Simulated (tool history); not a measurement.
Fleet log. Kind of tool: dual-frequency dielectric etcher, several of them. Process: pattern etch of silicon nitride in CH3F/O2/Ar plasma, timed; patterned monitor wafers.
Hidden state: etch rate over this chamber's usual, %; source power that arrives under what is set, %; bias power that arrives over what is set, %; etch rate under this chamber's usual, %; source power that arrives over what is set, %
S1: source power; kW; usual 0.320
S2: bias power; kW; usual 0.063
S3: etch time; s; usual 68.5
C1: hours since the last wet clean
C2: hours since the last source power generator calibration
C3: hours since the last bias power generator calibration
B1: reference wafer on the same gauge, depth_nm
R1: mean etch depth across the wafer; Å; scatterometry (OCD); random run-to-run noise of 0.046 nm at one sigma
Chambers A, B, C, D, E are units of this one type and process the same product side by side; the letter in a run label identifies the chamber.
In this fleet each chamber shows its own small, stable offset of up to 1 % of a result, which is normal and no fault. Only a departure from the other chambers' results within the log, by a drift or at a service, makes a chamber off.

| run | hour | S1 | S2 | S3 | C1 | C2 | C3 | B1 | R1 |
|---|---|---|---|---|---|---|---|---|---|
| 1E | 7.7 | 0.320 | 0.063 | 68.5 | 133.5 | 1136.9 | 1470.3 | 46.506 | 419.50 |
| 2A | 18.9 | 0.320 | 0.063 | 68.5 | 36.4 | 1051.6 | 1058.5 | 46.517 | 420.81 |
| 3B | 31.0 | 0.320 | 0.063 | 68.5 | 423.7 | 3138.3 | 907.8 | 46.523 | 420.73 |
| 4C | 40.5 | 0.320 | 0.063 | 68.5 | 337.0 | 2472.5 | 3378.5 | 46.519 | 418.95 |
|  | 42.7 | chamber D: wet clean of the chamber |
| 5D | 53.2 | 0.320 | 0.063 | 68.5 | 10.6 | 410.4 | 2963.3 | 46.524 | 418.23 |
| 6D | 64.1 | 0.320 | 0.063 | 68.5 | 21.5 | 421.3 | 2974.2 | 46.539 | 417.30 |
| 7A | 77.9 | 0.320 | 0.063 | 68.5 | 95.4 | 1110.6 | 1117.5 | 46.552 | 422.15 |
| 8B | 83.9 | 0.320 | 0.063 | 68.5 | 476.6 | 3191.2 | 960.7 | 46.548 | 419.93 |
| 9E | 91.9 | 0.320 | 0.063 | 48.5 | 217.7 | 1221.1 | 1554.5 | 46.561 | 297.16 |
| 10C | 98.6 | 0.320 | 0.063 | 48.5 | 395.1 | 2530.6 | 3436.6 | 46.561 | 297.26 |
| 11A | 109.8 | 0.320 | 0.063 | 48.5 | 127.3 | 1142.5 | 1149.4 | 46.562 | 298.84 |
| 12B | 120.7 | 0.320 | 0.063 | 48.5 | 513.4 | 3228.0 | 997.5 | 46.586 | 298.39 |
| 13E | 134.2 | 0.320 | 0.063 | 48.5 | 260.0 | 1263.4 | 1596.8 | 46.590 | 296.90 |
| 14D | 141.1 | 0.320 | 0.063 | 68.5 | 98.5 | 498.3 | 3051.2 | 46.589 | 417.77 |
| 15C | 152.5 | 0.320 | 0.063 | 68.5 | 449.0 | 2584.5 | 3490.5 | 46.599 | 420.02 |
| 16B | 164.1 | 0.280 | 0.063 | 68.5 | 556.8 | 3271.4 | 1040.9 | 46.621 | 400.31 |
| 17E | 176.9 | 0.280 | 0.063 | 68.5 | 302.7 | 1306.1 | 1639.5 | 46.607 | 398.76 |
|  | 179.5 | chamber C: wet clean of the chamber |
| 18A | 187.7 | 0.280 | 0.063 | 68.5 | 205.2 | 1220.4 | 1227.3 | 46.610 | 401.75 |
|  | 188.9 | chamber B: wet clean of the chamber |
| 19C | 199.2 | 0.280 | 0.063 | 68.5 | 19.8 | 2631.2 | 3537.2 | 46.626 | 399.62 |
| 20D | 205.9 | 0.280 | 0.063 | 68.5 | 163.3 | 563.1 | 3116.0 | 46.639 | 398.76 |
| 21E | 213.4 | 0.320 | 0.063 | 68.5 | 339.2 | 1342.6 | 1676.0 | 46.621 | 419.26 |
| 22A | 226.0 | 0.320 | 0.063 | 68.5 | 243.5 | 1258.7 | 1265.6 | 46.654 | 423.20 |
| 23B | 234.0 | 0.270 | 0.071 | 68.5 | 45.2 | 3341.3 | 1110.8 | 46.643 | 412.50 |
| 24C | 247.7 | 0.270 | 0.071 | 68.5 | 68.3 | 2679.7 | 3585.7 | 46.664 | 410.57 |
| 25D | 253.8 | 0.270 | 0.071 | 68.5 | 211.2 | 611.0 | 3163.9 | 46.651 | 410.50 |
|  | 262.1 | chamber E: wet clean of the chamber |
| 26E | 263.6 | 0.270 | 0.071 | 68.5 | 1.5 | 1392.8 | 1726.2 | 46.666 | 411.19 |
| 27B | 270.3 | 0.270 | 0.071 | 68.5 | 81.5 | 3377.6 | 1147.1 | 46.667 | 413.38 |
| 28C | 283.6 | 0.320 | 0.063 | 68.5 | 104.2 | 2715.6 | 3621.6 | 46.674 | 421.23 |
| 29A | 291.1 | 0.320 | 0.063 | 68.5 | 308.6 | 1323.8 | 1330.7 | 46.680 | 422.84 |
| 30D | 302.5 | 0.320 | 0.063 | 68.5 | 259.9 | 659.7 | 3212.6 | 46.682 | 418.99 |
| 31E | 310.3 | 0.320 | 0.063 | 68.5 | 48.2 | 1439.5 | 1772.9 | 46.687 | 420.80 |
| 32D | 317.5 | 0.320 | 0.051 | 68.5 | 274.9 | 674.7 | 3227.6 | 46.699 | 392.10 |
| 33B | 325.7 | 0.320 | 0.051 | 68.5 | 136.9 | 3433.0 | 1202.5 | 46.690 | 394.52 |

All chambers now run identical settings, listed one chamber a line with results as question marks. What results will each chamber show?
| 34A | 335.6 | 0.320 | 0.063 | 68.5 |  |  |  |  | ? |
| 34B | 335.6 | 0.320 | 0.063 | 68.5 |  |  |  |  | ? |
| 34C | 335.6 | 0.320 | 0.063 | 68.5 |  |  |  |  | ? |
| 34D | 335.6 | 0.320 | 0.063 | 68.5 |  |  |  |  | ? |
| 34E | 335.6 | 0.320 | 0.063 | 68.5 |  |  |  |  | ? |

| run | R1 |
|---|---|
| 34A | 423.92 |
| 34B | 423.06 |
| 34C | 420.98 |
| 34D | 419.48 |
| 34E | 420.87 |

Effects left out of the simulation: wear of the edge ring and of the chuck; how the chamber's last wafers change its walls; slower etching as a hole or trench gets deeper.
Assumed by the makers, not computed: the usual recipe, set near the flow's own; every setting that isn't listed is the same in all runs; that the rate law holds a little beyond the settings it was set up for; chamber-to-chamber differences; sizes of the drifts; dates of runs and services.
